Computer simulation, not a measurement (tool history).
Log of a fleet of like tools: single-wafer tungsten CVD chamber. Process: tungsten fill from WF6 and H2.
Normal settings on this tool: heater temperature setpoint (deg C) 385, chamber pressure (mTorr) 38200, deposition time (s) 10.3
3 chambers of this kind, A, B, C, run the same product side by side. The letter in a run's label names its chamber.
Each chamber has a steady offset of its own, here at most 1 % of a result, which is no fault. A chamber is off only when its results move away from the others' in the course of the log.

| run | hour | heater temperature setpoint (deg C) | chamber pressure (mTorr) | deposition time (s) | read-back reference wafer on the same gauge, thickness_nm | mean film thickness on the monitor wafer (Å) |
|---|---|---|---|---|---|---|
| 1C | 9.3 | 385 | 38200 | 10.3 | 29.331 | 252.73 |
| 2A | 15 | 385 | 38200 | 10.3 | 29.271 | 253.34 |
| 3B | 22.6 | 385 | 38200 | 10.3 | 29.26 | 249.81 |
| 4B | 29.9 | 385 | 38200 | 10.3 | 29.304 | 253.94 |
| 5A | 37.4 | 385 | 38200 | 10.3 | 29.296 | 251.2 |
| 6C | 43.2 | 385 | 38200 | 10.3 | 29.338 | 253.98 |
| 7A | 52.1 | 385 | 38200 | 10.3 | 29.271 | 249.83 |
| 8B | 58.1 | 385 | 32700 | 10.3 | 29.323 | 232.02 |
| 9C | 66.9 | 385 | 32700 | 10.3 | 29.3 | 235.76 |
| 10C | 78.3 | 385 | 32700 | 10.3 | 29.245 | 233.74 |
| 11B | 90.5 | 385 | 38200 | 10.3 | 29.278 | 251.48 |
| 12A | 101.4 | 385 | 38200 | 10.3 | 29.294 | 250.41 |
| 13C | 112.8 | 385 | 38200 | 10.3 | 29.309 | 251.69 |
|  | 113.2 | chamber B: thermocouple changed; heater temperature recalibrated |
| 14B | 118.6 | 385 | 38200 | 10.3 | 29.301 | 250.58 |
| 15A | 130.4 | 385 | 38200 | 10.3 | 29.305 | 249.93 |
|  | 135.9 | chamber C: thermocouple changed; heater temperature recalibrated |
| 16A | 137.7 | 385 | 38200 | 10.3 | 29.325 | 252.64 |
| 17C | 144.3 | 385 | 38200 | 10.3 | 29.298 | 263.83 |
| 18B | 149.8 | 385 | 38200 | 10.3 | 29.283 | 249.99 |
| 19A | 158.3 | 385 | 38200 | 10.3 | 29.306 | 251.55 |
| 20B | 165.5 | 385 | 38200 | 10.3 | 29.339 | 250.04 |
| 21C | 171.8 | 385 | 38200 | 10.3 | 29.287 | 263.12 |
| 22B | 180.6 | 374 | 38200 | 10.3 | 29.25 | 201.31 |
| 23A | 191.8 | 374 | 38200 | 10.3 | 29.319 | 202.03 |
| 24C | 201.6 | 374 | 38200 | 10.3 | 29.294 | 212.05 |
| 25A | 212.3 | 385 | 38200 | 10.3 | 29.246 | 252.77 |
| 26C | 218.8 | 385 | 38200 | 10.3 | 29.291 | 259.67 |
| 27B | 228.4 | 385 | 38200 | 10.3 | 29.272 | 249.54 |
| 28B | 239.6 | 385 | 38200 | 10.3 | 29.316 | 249.98 |
| 29A | 246.3 | 385 | 38200 | 10.3 | 29.306 | 251.51 |
| 30C | 257.9 | 385 | 38200 | 10.3 | 29.3 | 261.43 |
| 31B | 263.3 | 385 | 38200 | 10.3 | 29.323 | 251.05 |
| 32C | 270.7 | 385 | 38200 | 10.3 | 29.292 | 263.08 |
| 33A | 277.9 | 385 | 38200 | 10.3 | 29.327 | 252.46 |
| 34A | 288.4 | 385 | 38200 | 10.3 | 29.278 | 250.61 |
| 35B | 299.9 | 385 | 38200 | 10.3 | 29.294 | 250.26 |
| 36C | 305.2 | 372 | 38200 | 11.7 | 29.309 | 229.93 |
| 37A | 312 | 372 | 38200 | 11.7 | 29.323 | 219.09 |
| 38B | 323.5 | 372 | 38200 | 11.7 | 29.335 | 218.72 |
| 39C | 331.3 | 385 | 38200 | 10.3 | 29.288 | 263.49 |
| 40C | 341.4 | 385 | 30300 | 10.3 | 29.346 | 236.84 |
| 41B | 349.5 | 385 | 30300 | 10.3 | 29.291 | 224.07 |
| 42A | 359 | 385 | 30300 | 10.3 | 29.301 | 225.06 |
| 43C | 365.5 | 385 | 38200 | 10.3 | 29.298 | 264.83 |

Is one chamber out of step, is the gauge drifting, or do the chambers differ by no more than their own small offsets? For an off chamber, give its letter and the likeliest cause.

A service on chamber C put it out of line with the rest.
Most likely cause: wafer temperature above the value expected at the setpoint (K) = 2.02.

Chamber C could run next with any of the 4 candidate recipes listed below; each alters the usual settings, and their results appear as question marks. Which one brings its results back in line with what the other chambers deliver on the usual settings?
In line here means within this much of the mean the other chambers give on the usual settings: mean film thickness on the monitor wafer (Å) 5.2
| 44C-1 | 374.2 | 383 | 38200 | 10.3 |  | ? |
| 44C-2 | 374.2 | 389 | 39300 | 10.3 |  | ? |
| 44C-3 | 374.2 | 382 | 38200 | 10 |  | ? |
| 44C-4 | 374.2 | 385 | 38200 | 10.8 |  | ? |

Usual-settings mean across the other chambers: mean film thickness on the monitor wafer (Å) 250.84
| run | mean film thickness on the monitor wafer (Å) |
|---|---|
| 44C-1 | 251.61 |
| 44C-2 | 287.07 |
| 44C-3 | 239.4 |
| 44C-4 | 274.61 |
The answer is 44C-1, which returns the chamber to within the allowed miss of the others.

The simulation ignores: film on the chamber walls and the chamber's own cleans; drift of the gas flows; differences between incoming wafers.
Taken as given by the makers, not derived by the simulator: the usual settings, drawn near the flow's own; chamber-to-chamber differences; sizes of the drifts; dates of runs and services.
